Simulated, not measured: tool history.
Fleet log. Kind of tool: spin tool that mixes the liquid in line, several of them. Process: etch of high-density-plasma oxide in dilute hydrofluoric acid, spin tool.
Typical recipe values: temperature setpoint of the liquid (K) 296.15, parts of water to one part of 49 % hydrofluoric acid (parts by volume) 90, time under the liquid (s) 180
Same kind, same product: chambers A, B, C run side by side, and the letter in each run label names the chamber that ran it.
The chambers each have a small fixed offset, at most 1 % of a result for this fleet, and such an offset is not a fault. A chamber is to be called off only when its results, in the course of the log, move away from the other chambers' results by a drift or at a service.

| run | hour | temperature setpoint of the liquid (K) | parts of water to one part of 49 % hydrofluoric acid (parts by volume) | time under the liquid (s) | hours since the thermometer was replaced | hours since the hydrofluoric acid flow meter was replaced | read-back film thickness of the high-density-plasma oxide reference wafer, read on the same gauge (nm) | thickness taken off the high-density-plasma oxide on a monitor wafer (Å) |
|---|---|---|---|---|---|---|---|---|
| 1C | 11.4 | 296.15 | 90 | 180 | 1018.1 | 101.9 | 60.038 | 180.87 |
| 2A | 17.4 | 296.15 | 90 | 180 | 726.0 | 252.4 | 60.017 | 179.57 |
| 3B | 24.5 | 296.15 | 90 | 180 | 1173.0 | 1016.8 | 60.008 | 182.36 |
| 4C | 35.0 | 296.15 | 90 | 180 | 1041.7 | 125.5 | 60.004 | 180.69 |
| 5A | 40.4 | 296.15 | 90 | 180 | 749.0 | 275.4 | 60.009 | 181.08 |
| 6B | 46.8 | 296.15 | 90 | 180 | 1195.3 | 1039.1 | 59.994 | 183.47 |
| 7B | 57.8 | 296.15 | 90 | 140 | 1206.3 | 1050.1 | 59.975 | 142.41 |
| 8C | 63.5 | 296.15 | 90 | 140 | 1070.2 | 154.0 | 59.981 | 141.05 |
| 9A | 68.7 | 296.15 | 90 | 140 | 777.3 | 303.7 | 59.991 | 139.56 |
| 10A | 80.5 | 296.15 | 90 | 180 | 789.1 | 315.5 | 59.997 | 180.98 |
| 11C | 90.4 | 296.15 | 90 | 180 | 1097.1 | 180.9 | 60.026 | 179.46 |
| 12B | 99.5 | 296.15 | 90 | 180 | 1248.0 | 1091.8 | 59.999 | 183.48 |
| 13A | 108.5 | 296.15 | 90 | 180 | 817.1 | 343.5 | 60.018 | 178.73 |
| 14B | 117.1 | 292.15 | 90 | 180 | 1265.6 | 1109.4 | 59.985 | 157.83 |
| 15C | 126.3 | 292.15 | 90 | 180 | 1133.0 | 216.8 | 60.003 | 156.15 |
|  | 132.7 | chamber B: hydrofluoric acid flow meter replaced |
| 16C | 136.5 | 292.15 | 90 | 180 | 1143.2 | 227.0 | 59.993 | 151.99 |
| 17B | 144.9 | 296.15 | 50 | 180 | 1293.4 | 12.3 | 59.984 | 345.88 |
| 18A | 153.7 | 296.15 | 50 | 180 | 862.3 | 388.7 | 59.980 | 343.49 |
| 19C | 164.4 | 296.15 | 50 | 180 | 1171.1 | 254.9 | 60.004 | 343.41 |
| 20A | 173.1 | 296.15 | 90 | 180 | 881.7 | 408.1 | 60.013 | 185.05 |
| 21B | 182.3 | 296.15 | 90 | 180 | 1330.8 | 49.7 | 60.027 | 184.66 |
| 22C | 191.1 | 296.15 | 90 | 180 | 1197.8 | 281.6 | 60.030 | 181.50 |
| 23B | 201.7 | 296.15 | 90 | 180 | 1350.2 | 69.1 | 59.992 | 185.61 |
| 24A | 207.2 | 293.15 | 75 | 180 | 915.8 | 442.2 | 60.029 | 202.72 |
| 25B | 215.2 | 293.15 | 75 | 180 | 1363.7 | 82.6 | 59.976 | 199.13 |
| 26A | 226.6 | 293.15 | 75 | 180 | 935.2 | 461.6 | 59.979 | 204.69 |
| 27C | 233.4 | 296.15 | 90 | 180 | 1240.1 | 323.9 | 60.025 | 179.88 |
| 28A | 241.6 | 296.15 | 90 | 180 | 950.2 | 476.6 | 59.983 | 191.49 |
| 29C | 250.3 | 296.15 | 65 | 275 | 1257.0 | 340.8 | 59.993 | 395.05 |
| 30B | 258.8 | 296.15 | 65 | 275 | 1407.3 | 126.2 | 60.006 | 399.37 |
| 31B | 266.9 | 296.15 | 65 | 275 | 1415.4 | 134.3 | 60.013 | 402.39 |
| 32A | 277.4 | 296.15 | 90 | 180 | 986.0 | 512.4 | 60.006 | 193.70 |
| 33C | 285.3 | 296.15 | 90 | 180 | 1292.0 | 375.8 | 60.022 | 179.31 |
| 34A | 296.4 | 296.15 | 90 | 180 | 1005.0 | 531.4 | 59.993 | 196.11 |
|  | 304.5 | chamber B: thermometer replaced |
| 35C | 305.6 | 296.15 | 90 | 180 | 1312.3 | 396.1 | 59.996 | 179.86 |
| 36B | 311.0 | 296.15 | 90 | 180 | 6.6 | 178.4 | 60.012 | 183.63 |
| 37A | 319.6 | 296.15 | 90 | 180 | 1028.2 | 554.6 | 59.962 | 199.88 |
| 38B | 328.5 | 296.15 | 90 | 180 | 24.1 | 195.9 | 59.991 | 182.52 |
| 39C | 334.2 | 296.15 | 90 | 180 | 1340.9 | 424.7 | 59.992 | 177.41 |
| 40A | 343.6 | 296.15 | 90 | 180 | 1052.2 | 578.6 | 60.017 | 198.57 |
| 41B | 352.9 | 292.65 | 90 | 180 | 48.5 | 220.3 | 60.010 | 156.81 |

Does one chamber stand apart from the rest, does the shared gauge drift, or is all well apart from small per-chamber offsets? Give the chamber and the most likely cause, where there is one.

Chamber A drifts away from the others.
What lies behind it: hydrofluoric acid flow above the setpoint (%) = 9.36.
It could be hard to tell apart here from: liquid hotter than its thermometer reads (K).

Below are 4 candidate recipes for chamber A's next run, each the usual settings with a change, their results shown as question marks. Which of them brings A's results back in line with what the other chambers give on the usual settings?
In line here means within this much of the mean the other chambers give on the usual settings: thickness taken off the high-density-plasma oxide on a monitor wafer (Å) 4.80
| 42A-1 | 361.4 | 297.65 | 90 | 180 |  |  |  | ? |
| 42A-2 | 361.4 | 298.65 | 90 | 180 |  |  |  | ? |
| 42A-3 | 361.4 | 295.65 | 90 | 165 |  |  |  | ? |
| 42A-4 | 361.4 | 296.15 | 95 | 180 |  |  |  | ? |

The other chambers' mean on the usual settings: thickness taken off the high-density-plasma oxide on a monitor wafer (Å) 181.62
| run | thickness taken off the high-density-plasma oxide on a monitor wafer (Å) |
|---|---|
| 42A-1 | 213.03 |
| 42A-2 | 221.49 |
| 42A-3 | 180.39 |
| 42A-4 | 189.25 |
With 42A-3, the chamber falls back in line with the rest.

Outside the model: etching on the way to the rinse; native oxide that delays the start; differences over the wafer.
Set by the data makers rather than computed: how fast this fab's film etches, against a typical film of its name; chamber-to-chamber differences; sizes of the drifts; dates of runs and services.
